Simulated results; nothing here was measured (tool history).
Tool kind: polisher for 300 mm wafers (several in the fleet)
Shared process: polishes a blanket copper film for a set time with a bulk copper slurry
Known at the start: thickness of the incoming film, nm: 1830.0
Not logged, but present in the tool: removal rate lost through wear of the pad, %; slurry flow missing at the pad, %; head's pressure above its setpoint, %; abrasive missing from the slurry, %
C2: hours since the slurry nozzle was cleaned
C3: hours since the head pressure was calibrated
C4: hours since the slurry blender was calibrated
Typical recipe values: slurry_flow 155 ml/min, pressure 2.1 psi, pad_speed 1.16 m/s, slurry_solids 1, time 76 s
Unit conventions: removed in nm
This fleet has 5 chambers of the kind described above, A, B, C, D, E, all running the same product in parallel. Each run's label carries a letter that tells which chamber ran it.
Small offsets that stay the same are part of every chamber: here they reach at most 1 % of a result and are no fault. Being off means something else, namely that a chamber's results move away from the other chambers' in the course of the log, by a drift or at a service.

At hour 10.8: chamber D: slurry nozzle cleaned.
Run 1A, hour 14.2: usual settings; wafers polished on this pad 500; C2 132.5; C3 484.0; C4 234.7. Result: removed 570.75 nm.
At hour 19.3: chamber B: worn pad replaced by a new one.
At hour 19.4: chamber A: worn pad replaced by a new one.
Run 2D, hour 21.1: usual settings; wafers polished on this pad 408; C2 10.4; C3 399.2; C4 236.7. Result: removed 569.93 nm.
At hour 28.0: chamber C: worn pad replaced by a new one.
Run 3C, hour 30.5: usual settings; wafers polished on this pad 20; C2 169.1; C3 1429.4; C4 81.5. Result: removed 577.77 nm.
At hour 31.8: chamber B: slurry blender recalibrated.
Run 4E, hour 42.0: usual settings; wafers polished on this pad 926; C2 80.0; C3 600.7; C4 151.9. Result: removed 563.86 nm.
At hour 45.8: chamber C: head pressure recalibrated.
Run 5B, hour 55.5: usual settings; wafers polished on this pad 294; C2 437.0; C3 286.5; C4 23.7. Result: removed 554.88 nm.
At hour 57.7: chamber A: head pressure recalibrated.
Run 6B, hour 65.7: usual settings; wafers polished on this pad 377; C2 447.2; C3 296.7; C4 33.9. Result: removed 560.81 nm.
At hour 67.8: chamber E: worn pad replaced by a new one.
Run 7E, hour 77.5: usual settings; wafers polished on this pad 79; C2 115.5; C3 636.2; C4 187.4. Result: removed 546.51 nm.
Run 8C, hour 88.4: usual settings; wafers polished on this pad 491; C2 227.0; C3 42.6; C4 139.4. Result: removed 566.86 nm.
At hour 90.7: chamber D: worn pad replaced by a new one.
At hour 92.6: chamber A: worn pad replaced by a new one.
Run 9A, hour 98.6: usual settings; wafers polished on this pad 49; C2 216.9; C3 40.9; C4 319.1. Result: removed 570.72 nm.
At hour 100.3: chamber B: worn pad replaced by a new one.
Run 10D, hour 105.9: usual settings but pad_speed 1.44 m/s; wafers polished on this pad 123; C2 95.2; C3 484.0; C4 321.5. Result: removed 728.63 nm.
Run 11B, hour 115.0: usual settings but pad_speed 1.44 m/s; wafers polished on this pad 119; C2 496.5; C3 346.0; C4 83.2. Result: removed 675.61 nm.
Run 12C, hour 122.4: usual settings but pad_speed 1.44 m/s; wafers polished on this pad 767; C2 261.0; C3 76.6; C4 173.4. Result: removed 685.66 nm.
Run 13E, hour 130.9: usual settings but pad_speed 1.44 m/s; wafers polished on this pad 513; C2 168.9; C3 689.6; C4 240.8. Result: removed 701.47 nm.
Run 14D, hour 139.2: usual settings but pad_speed 1.44 m/s; wafers polished on this pad 394; C2 128.5; C3 517.3; C4 354.8. Result: removed 741.06 nm.
At hour 142.5: chamber C: slurry nozzle cleaned.
Run 15A, hour 146.7: usual settings; wafers polished on this pad 440; C2 265.0; C3 89.0; C4 367.2. Result: removed 550.96 nm.
At hour 147.0: chamber A: slurry blender recalibrated.
At hour 148.9: chamber C: worn pad replaced by a new one.
Run 16C, hour 153.9: usual settings; wafers polished on this pad 40; C2 11.5; C3 108.1; C4 204.9. Result: removed 567.17 nm.
Run 17A, hour 163.1: usual settings; wafers polished on this pad 573; C2 281.4; C3 105.4; C4 16.1. Result: removed 537.81 nm.
At hour 164.9: chamber A: worn pad replaced by a new one.
At hour 173.1: chamber B: worn pad replaced by a new one.
Run 18B, hour 174.8: usual settings but slurry_flow 200 ml/min, pad_speed 1.52 m/s; wafers polished on this pad 14; C2 556.3; C3 405.8; C4 143.0. Result: removed 752.31 nm.
Run 19E, hour 185.1: usual settings but slurry_flow 200 ml/min, pad_speed 1.52 m/s; wafers polished on this pad 953; C2 223.1; C3 743.8; C4 295.0. Result: removed 778.84 nm.
At hour 191.9: chamber E: worn pad replaced by a new one.
Run 20D, hour 197.4: usual settings but slurry_flow 200 ml/min, pad_speed 1.52 m/s; wafers polished on this pad 867; C2 186.7; C3 575.5; C4 413.0. Result: removed 830.83 nm.
Run 21C, hour 207.0: usual settings but slurry_flow 200 ml/min, pad_speed 1.52 m/s; wafers polished on this pad 472; C2 64.6; C3 161.2; C4 258.0. Result: removed 776.40 nm.
At hour 216.8: chamber D: worn pad replaced by a new one.
Run 22B, hour 217.1: usual settings but slurry_flow 200 ml/min, pad_speed 1.52 m/s; wafers polished on this pad 357; C2 598.6; C3 448.1; C4 185.3. Result: removed 757.44 nm.
At hour 217.2: chamber E: slurry blender recalibrated.
Run 23A, hour 228.3: usual settings; wafers polished on this pad 515; C2 346.6; C3 170.6; C4 81.3. Result: removed 547.98 nm.
At hour 238.5: chamber A: worn pad replaced by a new one.
Run 24D, hour 238.7: usual settings; wafers polished on this pad 178; C2 228.0; C3 616.8; C4 454.3. Result: removed 591.00 nm.
At hour 243.4: chamber C: worn pad replaced by a new one.
Run 25E, hour 245.4: usual settings; wafers polished on this pad 435; C2 283.4; C3 804.1; C4 28.2. Result: removed 561.85 nm.
At hour 250.1: chamber B: slurry nozzle cleaned.
Run 26C, hour 252.7: usual settings; wafers polished on this pad 75; C2 110.3; C3 206.9; C4 303.7. Result: removed 572.33 nm.
At hour 258.0: chamber B: worn pad replaced by a new one.
Run 27D, hour 264.9: usual settings; wafers polished on this pad 391; C2 254.2; C3 643.0; C4 480.5. Result: removed 634.99 nm.
Run 28A, hour 276.0: usual settings; wafers polished on this pad 305; C2 394.3; C3 218.3; C4 129.0. Result: removed 570.47 nm.
Run 29B, hour 284.8: usual settings but pressure 2.7 psi; wafers polished on this pad 217; C2 34.8; C3 515.8; C4 253.0. Result: removed 711.09 nm.
At hour 287.8: chamber E: slurry nozzle cleaned.
Run 30E, hour 298.6: usual settings but pressure 2.7 psi; wafers polished on this pad 867; C2 10.9; C3 857.3; C4 81.4. Result: removed 700.97 nm.
At hour 303.4: chamber E: worn pad replaced by a new one.
Run 31E, hour 306.2: usual settings but pressure 2.7 psi; wafers polished on this pad 23; C2 18.5; C3 864.9; C4 89.0. Result: removed 729.66 nm.

Next, every chamber runs the same settings. What will each give?
Run 32A, hour 316.6: usual settings. Result: removed ?.
Run 32B, hour 316.6: usual settings. Result: removed ?.
Run 32C, hour 316.6: usual settings. Result: removed ?.
Run 32D, hour 316.6: usual settings. Result: removed ?.
Run 32E, hour 316.6: usual settings. Result: removed ?.

run  removed
32A   561.69
32B   552.14
32C   558.98
32D   620.68
32E   563.49
